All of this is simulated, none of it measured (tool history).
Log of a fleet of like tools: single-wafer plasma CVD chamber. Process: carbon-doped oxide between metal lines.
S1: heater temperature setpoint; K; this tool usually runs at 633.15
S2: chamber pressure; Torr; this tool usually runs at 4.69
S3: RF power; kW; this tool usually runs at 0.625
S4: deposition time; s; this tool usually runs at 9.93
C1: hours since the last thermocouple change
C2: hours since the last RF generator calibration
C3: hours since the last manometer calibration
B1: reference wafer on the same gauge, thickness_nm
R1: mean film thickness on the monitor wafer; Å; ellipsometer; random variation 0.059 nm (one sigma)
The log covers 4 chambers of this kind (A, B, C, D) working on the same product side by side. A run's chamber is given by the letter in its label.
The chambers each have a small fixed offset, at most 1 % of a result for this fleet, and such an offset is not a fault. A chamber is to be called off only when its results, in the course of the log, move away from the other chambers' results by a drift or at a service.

{"run": "1D", "hour": 5.1, "S1": 633.15, "S2": 4.69, "S3": 0.625, "S4": 9.93, "C1": 995.5, "C2": 259.3, "C3": 1851.2, "B1": 62.726, "R1": 577.03}
{"run": "2B", "hour": 8.6, "S1": 633.15, "S2": 4.69, "S3": 0.625, "S4": 9.93, "C1": 1064.4, "C2": 593.2, "C3": 733.1, "B1": 62.711, "R1": 571.21}
{"run": "3C", "hour": 14.1, "S1": 633.15, "S2": 4.69, "S3": 0.625, "S4": 9.93, "C1": 2781.8, "C2": 847.6, "C3": 1060.6, "B1": 62.726, "R1": 575.39}
{"run": "4A", "hour": 17.1, "S1": 633.15, "S2": 4.69, "S3": 0.625, "S4": 9.93, "C1": 496.4, "C2": 719.6, "C3": 177.2, "B1": 62.74, "R1": 575.73}
{"run": "5B", "hour": 20.1, "S1": 633.15, "S2": 4.69, "S3": 0.625, "S4": 9.93, "C1": 1075.9, "C2": 604.7, "C3": 744.6, "B1": 62.765, "R1": 572.72}
{"run": "6C", "hour": 24.5, "S1": 633.15, "S2": 4.69, "S3": 0.625, "S4": 9.93, "C1": 2792.2, "C2": 858.0, "C3": 1071.0, "B1": 62.749, "R1": 576.69}
{"run": "7D", "hour": 28.3, "S1": 633.15, "S2": 4.69, "S3": 0.625, "S4": 9.93, "C1": 1018.7, "C2": 282.5, "C3": 1874.4, "B1": 62.737, "R1": 577.66}
{"run": "8A", "hour": 32.2, "S1": 633.15, "S2": 4.69, "S3": 0.625, "S4": 9.93, "C1": 511.5, "C2": 734.7, "C3": 192.3, "B1": 62.779, "R1": 576.66}
{"run": "9C", "hour": 38.1, "S1": 633.15, "S2": 4.69, "S3": 0.625, "S4": 9.93, "C1": 2805.8, "C2": 871.6, "C3": 1084.6, "B1": 62.783, "R1": 575.57}
{"run": "10B", "hour": 44.3, "S1": 633.15, "S2": 4.69, "S3": 0.625, "S4": 9.93, "C1": 1100.1, "C2": 628.9, "C3": 768.8, "B1": 62.794, "R1": 572.73}
{"run": "11D", "hour": 47.4, "S1": 633.15, "S2": 4.69, "S3": 0.625, "S4": 9.93, "C1": 1037.8, "C2": 301.6, "C3": 1893.5, "B1": 62.817, "R1": 577.21}
{"run": "12A", "hour": 51.1, "S1": 633.15, "S2": 4.69, "S3": 0.625, "S4": 9.93, "C1": 530.4, "C2": 753.6, "C3": 211.2, "B1": 62.807, "R1": 576.22}
{"run": "13A", "hour": 56.4, "S1": 633.15, "S2": 4.09, "S3": 0.735, "S4": 9.93, "C1": 535.7, "C2": 758.9, "C3": 216.5, "B1": 62.837, "R1": 622.73}
{"run": "14D", "hour": 61.9, "S1": 633.15, "S2": 4.09, "S3": 0.735, "S4": 9.93, "C1": 1052.3, "C2": 316.1, "C3": 1908.0, "B1": 62.841, "R1": 626.96}
{"run": "15C", "hour": 65.1, "S1": 633.15, "S2": 4.09, "S3": 0.735, "S4": 9.93, "C1": 2832.8, "C2": 898.6, "C3": 1111.6, "B1": 62.844, "R1": 625.3}
{"run": "16B", "hour": 71.4, "S1": 633.15, "S2": 4.09, "S3": 0.735, "S4": 9.93, "C1": 1127.2, "C2": 656.0, "C3": 795.9, "B1": 62.858, "R1": 619.32}
{"run": "17D", "hour": 75.7, "S1": 633.15, "S2": 4.69, "S3": 0.625, "S4": 9.93, "C1": 1066.1, "C2": 329.9, "C3": 1921.8, "B1": 62.865, "R1": 578.85}
{"hour": 77.9, "done": "chamber C: thermocouple changed; heater temperature recalibrated"}
{"run": "18B", "hour": 80.5, "S1": 633.15, "S2": 4.69, "S3": 0.625, "S4": 9.93, "C1": 1136.3, "C2": 665.1, "C3": 805.0, "B1": 62.861, "R1": 573.65}
{"run": "19C", "hour": 87.0, "S1": 633.15, "S2": 4.69, "S3": 0.625, "S4": 10.66, "C1": 9.1, "C2": 920.5, "C3": 1133.5, "B1": 62.904, "R1": 619.9}
{"run": "20A", "hour": 91.9, "S1": 633.15, "S2": 4.69, "S3": 0.625, "S4": 10.66, "C1": 571.2, "C2": 794.4, "C3": 252.0, "B1": 62.896, "R1": 620.1}
{"run": "21D", "hour": 95.9, "S1": 633.15, "S2": 4.69, "S3": 0.625, "S4": 10.66, "C1": 1086.3, "C2": 350.1, "C3": 1942.0, "B1": 62.902, "R1": 621.25}
{"run": "22A", "hour": 101.7, "S1": 633.15, "S2": 4.69, "S3": 0.625, "S4": 10.66, "C1": 581.0, "C2": 804.2, "C3": 261.8, "B1": 62.92, "R1": 619.05}
{"run": "23C", "hour": 105.9, "S1": 633.15, "S2": 4.69, "S3": 0.625, "S4": 9.93, "C1": 28.0, "C2": 939.4, "C3": 1152.4, "B1": 62.916, "R1": 577.54}
{"run": "24B", "hour": 110.6, "S1": 633.15, "S2": 4.69, "S3": 0.625, "S4": 9.93, "C1": 1166.4, "C2": 695.2, "C3": 835.1, "B1": 62.942, "R1": 573.79}
{"run": "25A", "hour": 115.6, "S1": 633.15, "S2": 4.69, "S3": 0.625, "S4": 9.93, "C1": 594.9, "C2": 818.1, "C3": 275.7, "B1": 62.939, "R1": 578.12}
{"run": "26D", "hour": 119.6, "S1": 633.15, "S2": 4.69, "S3": 0.625, "S4": 9.93, "C1": 1110.0, "C2": 373.8, "C3": 1965.7, "B1": 62.965, "R1": 579.03}

Decide between three cases: one chamber stands off from its peers, the gauge reading all wafers drifts, or nothing is wrong past each chamber's small offset. Where a chamber is off, say which and what most likely put it there.

Gauge drift. The chambers move together only on paper, and none stands off.
What lies behind it: gauge reads high (%) = 0.428.
